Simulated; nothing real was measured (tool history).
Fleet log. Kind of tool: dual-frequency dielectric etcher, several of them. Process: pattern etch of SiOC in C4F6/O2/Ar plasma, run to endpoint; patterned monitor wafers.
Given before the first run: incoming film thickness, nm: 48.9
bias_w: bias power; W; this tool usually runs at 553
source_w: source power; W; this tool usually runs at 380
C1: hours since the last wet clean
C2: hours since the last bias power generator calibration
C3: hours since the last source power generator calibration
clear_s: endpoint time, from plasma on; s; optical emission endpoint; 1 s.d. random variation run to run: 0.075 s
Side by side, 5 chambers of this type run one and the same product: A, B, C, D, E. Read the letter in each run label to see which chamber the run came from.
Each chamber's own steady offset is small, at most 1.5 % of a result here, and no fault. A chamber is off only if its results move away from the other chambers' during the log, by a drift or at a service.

{"run": "1A", "day": 0.092, "bias_w": 553, "source_w": 380, "C1": 52.7, "C2": 1390.4, "C3": 3279.1, "clear_s": 16.125}
{"run": "2B", "day": 0.188, "bias_w": 553, "source_w": 380, "C1": 405.4, "C2": 1310.8, "C3": 2548.1, "clear_s": 15.969}
{"run": "3E", "day": 0.371, "bias_w": 553, "source_w": 380, "C1": 294.5, "C2": 3182.0, "C3": 1969.9, "clear_s": 16.026}
{"run": "4C", "day": 0.462, "bias_w": 553, "source_w": 380, "C1": 59.3, "C2": 188.4, "C3": 200.3, "clear_s": 16.065}
{"run": "5D", "day": 0.575, "bias_w": 440, "source_w": 310, "C1": 32.2, "C2": 861.0, "C3": 2318.4, "clear_s": 18.996}
{"run": "6C", "day": 0.688, "bias_w": 440, "source_w": 310, "C1": 64.7, "C2": 193.8, "C3": 205.7, "clear_s": 18.866}
{"run": "7A", "day": 0.871, "bias_w": 440, "source_w": 310, "C1": 71.4, "C2": 1409.1, "C3": 3297.8, "clear_s": 19.047}
{"run": "8D", "day": 1.062, "bias_w": 440, "source_w": 310, "C1": 43.9, "C2": 872.7, "C3": 2330.1, "clear_s": 18.95}
{"run": "9B", "day": 1.192, "bias_w": 440, "source_w": 310, "C1": 429.5, "C2": 1334.9, "C3": 2572.2, "clear_s": 18.578}
{"run": "10E", "day": 1.292, "bias_w": 553, "source_w": 380, "C1": 316.6, "C2": 3204.1, "C3": 1992.0, "clear_s": 15.995}
{"run": "11A", "day": 1.446, "bias_w": 553, "source_w": 380, "C1": 85.2, "C2": 1422.9, "C3": 3311.6, "clear_s": 16.036}
{"run": "12C", "day": 1.633, "bias_w": 553, "source_w": 380, "C1": 87.4, "C2": 216.5, "C3": 228.4, "clear_s": 16.098}
{"run": "13B", "day": 1.721, "bias_w": 553, "source_w": 380, "C1": 442.2, "C2": 1347.6, "C3": 2584.9, "clear_s": 15.974}
{"run": "14D", "day": 1.804, "bias_w": 553, "source_w": 380, "C1": 61.7, "C2": 890.5, "C3": 2347.9, "clear_s": 16.149}
{"run": "15E", "day": 1.888, "bias_w": 553, "source_w": 380, "C1": 330.9, "C2": 3218.4, "C3": 2006.3, "clear_s": 15.922}
{"run": "16D", "day": 2.025, "bias_w": 553, "source_w": 380, "C1": 67.0, "C2": 895.8, "C3": 2353.2, "clear_s": 16.177}
{"run": "17B", "day": 2.183, "bias_w": 553, "source_w": 380, "C1": 453.3, "C2": 1358.7, "C3": 2596.0, "clear_s": 16.077}
{"run": "18A", "day": 2.325, "bias_w": 553, "source_w": 380, "C1": 106.3, "C2": 1444.0, "C3": 3332.7, "clear_s": 16.191}
{"run": "19E", "day": 2.412, "bias_w": 553, "source_w": 380, "C1": 343.5, "C2": 3231.0, "C3": 2018.9, "clear_s": 15.954}
{"run": "20C", "day": 2.538, "bias_w": 553, "source_w": 380, "C1": 109.1, "C2": 238.2, "C3": 250.1, "clear_s": 16.069}
{"run": "21D", "day": 2.721, "bias_w": 553, "source_w": 440, "C1": 83.7, "C2": 912.5, "C3": 2369.9, "clear_s": 15.203}
{"run": "22E", "day": 2.833, "bias_w": 553, "source_w": 440, "C1": 353.6, "C2": 3241.1, "C3": 2029.0, "clear_s": 15.069}
{"run": "23C", "day": 2.921, "bias_w": 553, "source_w": 440, "C1": 118.3, "C2": 247.4, "C3": 259.3, "clear_s": 15.303}
{"run": "24A", "day": 3.062, "bias_w": 553, "source_w": 440, "C1": 124.0, "C2": 1461.7, "C3": 3350.4, "clear_s": 15.279}
{"run": "25B", "day": 3.233, "bias_w": 553, "source_w": 440, "C1": 478.5, "C2": 1383.9, "C3": 2621.2, "clear_s": 15.458}
{"run": "26E", "day": 3.425, "bias_w": 553, "source_w": 380, "C1": 367.8, "C2": 3255.3, "C3": 2043.2, "clear_s": 16.067}
{"run": "27C", "day": 3.554, "bias_w": 553, "source_w": 380, "C1": 133.5, "C2": 262.6, "C3": 274.5, "clear_s": 16.089}
{"run": "28B", "day": 3.7, "bias_w": 553, "source_w": 380, "C1": 489.7, "C2": 1395.1, "C3": 2632.4, "clear_s": 16.369}
{"run": "29D", "day": 3.825, "bias_w": 451, "source_w": 410, "C1": 110.2, "C2": 939.0, "C3": 2396.4, "clear_s": 16.977}
{"run": "30A", "day": 3.996, "bias_w": 451, "source_w": 410, "C1": 146.4, "C2": 1484.1, "C3": 3372.8, "clear_s": 17.004}
{"run": "31E", "day": 4.138, "bias_w": 451, "source_w": 410, "C1": 384.9, "C2": 3272.4, "C3": 2060.3, "clear_s": 16.659}
{"run": "32B", "day": 4.258, "bias_w": 451, "source_w": 410, "C1": 503.1, "C2": 1408.5, "C3": 2645.8, "clear_s": 17.352}
{"run": "33C", "day": 4.417, "bias_w": 451, "source_w": 410, "C1": 154.2, "C2": 283.3, "C3": 295.2, "clear_s": 16.994}
{"run": "34A", "day": 4.608, "bias_w": 553, "source_w": 380, "C1": 161.1, "C2": 1498.8, "C3": 3387.5, "clear_s": 16.073}
{"run": "35D", "day": 4.712, "bias_w": 553, "source_w": 380, "C1": 131.5, "C2": 960.3, "C3": 2417.7, "clear_s": 16.281}
{"run": "36E", "day": 4.838, "bias_w": 553, "source_w": 380, "C1": 401.7, "C2": 3289.2, "C3": 2077.1, "clear_s": 15.851}
{"run": "37C", "day": 4.967, "bias_w": 553, "source_w": 380, "C1": 167.4, "C2": 296.5, "C3": 308.4, "clear_s": 16.02}
{"run": "38B", "day": 5.15, "bias_w": 553, "source_w": 330, "C1": 524.5, "C2": 1429.9, "C3": 2667.2, "clear_s": 17.473}
{"run": "39D", "day": 5.308, "bias_w": 553, "source_w": 330, "C1": 145.8, "C2": 974.6, "C3": 2432.0, "clear_s": 16.913}
{"run": "40A", "day": 5.446, "bias_w": 553, "source_w": 330, "C1": 181.2, "C2": 1518.9, "C3": 3407.6, "clear_s": 16.878}
{"run": "41E", "day": 5.596, "bias_w": 553, "source_w": 330, "C1": 419.9, "C2": 3307.4, "C3": 2095.3, "clear_s": 16.892}
{"run": "42C", "day": 5.729, "bias_w": 553, "source_w": 330, "C1": 185.7, "C2": 314.8, "C3": 326.7, "clear_s": 17.019}
{"run": "43B", "day": 5.85, "bias_w": 553, "source_w": 380, "C1": 541.3, "C2": 1446.7, "C3": 2684.0, "clear_s": 16.774}
{"run": "44A", "day": 5.992, "bias_w": 553, "source_w": 380, "C1": 194.3, "C2": 1532.0, "C3": 3420.7, "clear_s": 16.16}

Does one chamber stand apart from the rest, does the shared gauge drift, or is all well apart from small per-chamber offsets? Give the chamber and the most likely cause, where there is one.

Little by little, chamber B moves away from the other chambers.
What lies behind it: etch rate under this chamber's usual, % = 5.33.

Chamber B could run next with any of the 4 candidate recipes listed below; each alters the usual settings, and their results appear as question marks. Which one brings its results back in line with what the other chambers deliver on the usual settings?
Allowed miss from the other chambers' usual-settings mean, per result, to count as in line: clear_s 0.260 s
{"run": "45B-1", "day": 6.133, "bias_w": 564, "source_w": 390, "clear_s": "?"}
{"run": "45B-2", "day": 6.133, "bias_w": 585, "source_w": 400, "clear_s": "?"}
{"run": "45B-3", "day": 6.133, "bias_w": 553, "source_w": 360, "clear_s": "?"}
{"run": "45B-4", "day": 6.133, "bias_w": 553, "source_w": 340, "clear_s": "?"}

What the other chambers average on the usual settings: clear_s 16.083 s
run=45B-1 clear_s=16.513
run=45B-2 clear_s=16.136
run=45B-3 clear_s=17.129
run=45B-4 clear_s=17.490
The right change is 45B-2: it brings the chamber back within the allowed miss of the others.
